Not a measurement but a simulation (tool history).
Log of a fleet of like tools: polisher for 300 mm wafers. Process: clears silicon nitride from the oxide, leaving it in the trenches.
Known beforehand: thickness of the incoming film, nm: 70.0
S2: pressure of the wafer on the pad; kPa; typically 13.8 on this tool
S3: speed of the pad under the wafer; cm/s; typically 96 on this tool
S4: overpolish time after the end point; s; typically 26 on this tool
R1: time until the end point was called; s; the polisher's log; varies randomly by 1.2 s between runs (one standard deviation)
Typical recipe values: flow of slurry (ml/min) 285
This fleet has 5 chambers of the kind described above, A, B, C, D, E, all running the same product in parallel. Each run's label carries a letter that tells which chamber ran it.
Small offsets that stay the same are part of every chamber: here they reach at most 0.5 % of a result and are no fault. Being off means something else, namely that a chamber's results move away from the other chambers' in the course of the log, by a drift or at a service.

{"day": 0.025, "done": "chamber A: worn pad replaced by a new one"}
{"run": "1E", "day": 0.292, "flow of slurry (ml/min)": 285, "S2": 13.8, "S3": 96, "S4": 26, "R1": 103.6}
{"run": "2B", "day": 0.588, "flow of slurry (ml/min)": 285, "S2": 13.8, "S3": 96, "S4": 26, "R1": 104.48}
{"day": 0.8, "done": "chamber A: slurry nozzle cleaned"}
{"day": 0.817, "done": "chamber B: head pressure recalibrated"}
{"run": "3C", "day": 0.958, "flow of slurry (ml/min)": 285, "S2": 13.8, "S3": 96, "S4": 26, "R1": 104.71}
{"day": 1.179, "done": "chamber D: worn pad replaced by a new one"}
{"run": "4A", "day": 1.446, "flow of slurry (ml/min)": 285, "S2": 13.8, "S3": 96, "S4": 26, "R1": 104.02}
{"run": "5D", "day": 1.717, "flow of slurry (ml/min)": 285, "S2": 13.8, "S3": 96, "S4": 26, "R1": 103.15}
{"run": "6B", "day": 2.062, "flow of slurry (ml/min)": 285, "S2": 13.8, "S3": 96, "S4": 26, "R1": 105.27}
{"run": "7C", "day": 2.571, "flow of slurry (ml/min)": 285, "S2": 13.8, "S3": 96, "S4": 26, "R1": 100.92}
{"run": "8A", "day": 2.896, "flow of slurry (ml/min)": 285, "S2": 13.8, "S3": 96, "S4": 26, "R1": 103.78}
{"run": "9D", "day": 3.188, "flow of slurry (ml/min)": 240, "S2": 17.2, "S3": 96, "S4": 26, "R1": 83.148}
{"run": "10E", "day": 3.662, "flow of slurry (ml/min)": 240, "S2": 17.2, "S3": 96, "S4": 26, "R1": 83.392}
{"day": 3.771, "done": "chamber D: slurry nozzle cleaned"}
{"day": 3.775, "done": "chamber E: worn pad replaced by a new one"}
{"run": "11B", "day": 3.946, "flow of slurry (ml/min)": 240, "S2": 17.2, "S3": 96, "S4": 26, "R1": 83.037}
{"day": 3.983, "done": "chamber A: worn pad replaced by a new one"}
{"run": "12D", "day": 4.4, "flow of slurry (ml/min)": 240, "S2": 17.2, "S3": 96, "S4": 26, "R1": 83.298}
{"day": 4.692, "done": "chamber D: worn pad replaced by a new one"}
{"run": "13E", "day": 4.842, "flow of slurry (ml/min)": 240, "S2": 17.2, "S3": 96, "S4": 26, "R1": 83.541}
{"run": "14A", "day": 5.067, "flow of slurry (ml/min)": 285, "S2": 13.8, "S3": 96, "S4": 26, "R1": 102.33}
{"run": "15C", "day": 5.296, "flow of slurry (ml/min)": 285, "S2": 13.8, "S3": 96, "S4": 26, "R1": 103.47}
{"run": "16B", "day": 5.771, "flow of slurry (ml/min)": 285, "S2": 13.8, "S3": 96, "S4": 26, "R1": 102.52}
{"run": "17D", "day": 6.096, "flow of slurry (ml/min)": 285, "S2": 13.8, "S3": 96, "S4": 26, "R1": 102.47}
{"day": 6.283, "done": "chamber C: worn pad replaced by a new one"}
{"run": "18A", "day": 6.542, "flow of slurry (ml/min)": 285, "S2": 13.8, "S3": 96, "S4": 26, "R1": 105.49}
{"run": "19C", "day": 6.771, "flow of slurry (ml/min)": 285, "S2": 13.8, "S3": 96, "S4": 26, "R1": 105.47}
{"day": 6.971, "done": "chamber B: slurry nozzle cleaned"}
{"run": "20E", "day": 7.058, "flow of slurry (ml/min)": 285, "S2": 17.2, "S3": 84, "S4": 26, "R1": 95.736}
{"run": "21D", "day": 7.5, "flow of slurry (ml/min)": 285, "S2": 17.2, "S3": 84, "S4": 26, "R1": 93.743}
{"day": 7.633, "done": "chamber B: worn pad replaced by a new one"}
{"run": "22B", "day": 8.017, "flow of slurry (ml/min)": 285, "S2": 17.2, "S3": 84, "S4": 26, "R1": 95.433}
{"day": 8.079, "done": "chamber A: worn pad replaced by a new one"}
{"run": "23C", "day": 8.383, "flow of slurry (ml/min)": 285, "S2": 17.2, "S3": 84, "S4": 26, "R1": 94.051}
{"day": 8.392, "done": "chamber D: worn pad replaced by a new one"}
{"run": "24E", "day": 8.708, "flow of slurry (ml/min)": 285, "S2": 17.2, "S3": 84, "S4": 26, "R1": 94.972}
{"run": "25A", "day": 9.196, "flow of slurry (ml/min)": 285, "S2": 13.8, "S3": 96, "S4": 26, "R1": 103.92}
{"day": 9.371, "done": "chamber E: worn pad replaced by a new one"}
{"day": 9.404, "done": "chamber C: slurry nozzle cleaned"}
{"run": "26E", "day": 9.7, "flow of slurry (ml/min)": 285, "S2": 13.8, "S3": 96, "S4": 26, "R1": 105.13}
{"run": "27C", "day": 10.025, "flow of slurry (ml/min)": 285, "S2": 13.8, "S3": 96, "S4": 26, "R1": 102.24}
{"run": "28A", "day": 10.533, "flow of slurry (ml/min)": 285, "S2": 13.8, "S3": 96, "S4": 26, "R1": 103.88}
{"day": 10.858, "done": "chamber D: head pressure recalibrated"}
{"run": "29D", "day": 10.867, "flow of slurry (ml/min)": 285, "S2": 13.8, "S3": 96, "S4": 26, "R1": 103.73}
{"run": "30B", "day": 11.346, "flow of slurry (ml/min)": 285, "S2": 13.8, "S3": 96, "S4": 26, "R1": 103.05}
{"run": "31A", "day": 11.642, "flow of slurry (ml/min)": 285, "S2": 13.8, "S3": 96, "S4": 26, "R1": 103.06}
{"run": "32B", "day": 11.954, "flow of slurry (ml/min)": 285, "S2": 13.8, "S3": 72, "S4": 41, "R1": 137.68}
{"day": 12.038, "done": "chamber C: head pressure recalibrated"}
{"day": 12.092, "done": "chamber D: worn pad replaced by a new one"}
{"run": "33D", "day": 12.404, "flow of slurry (ml/min)": 285, "S2": 13.8, "S3": 72, "S4": 41, "R1": 139.48}
{"run": "34C", "day": 12.771, "flow of slurry (ml/min)": 285, "S2": 13.8, "S3": 72, "S4": 41, "R1": 138.62}
{"run": "35E", "day": 13.1, "flow of slurry (ml/min)": 285, "S2": 13.8, "S3": 72, "S4": 41, "R1": 139.19}
{"run": "36D", "day": 13.571, "flow of slurry (ml/min)": 285, "S2": 13.8, "S3": 72, "S4": 41, "R1": 138.0}

Next, every chamber runs the same settings. What will each give?
{"run": "37A", "day": 13.942, "flow of slurry (ml/min)": 285, "S2": 16.5, "S3": 96, "S4": 26, "R1": "?"}
{"run": "37B", "day": 13.942, "flow of slurry (ml/min)": 285, "S2": 16.5, "S3": 96, "S4": 26, "R1": "?"}
{"run": "37C", "day": 13.942, "flow of slurry (ml/min)": 285, "S2": 16.5, "S3": 96, "S4": 26, "R1": "?"}
{"run": "37D", "day": 13.942, "flow of slurry (ml/min)": 285, "S2": 16.5, "S3": 96, "S4": 26, "R1": "?"}
{"run": "37E", "day": 13.942, "flow of slurry (ml/min)": 285, "S2": 16.5, "S3": 96, "S4": 26, "R1": "?"}

run=37A R1=86.938
run=37B R1=86.719
run=37C R1=86.370
run=37D R1=86.813
run=37E R1=85.099
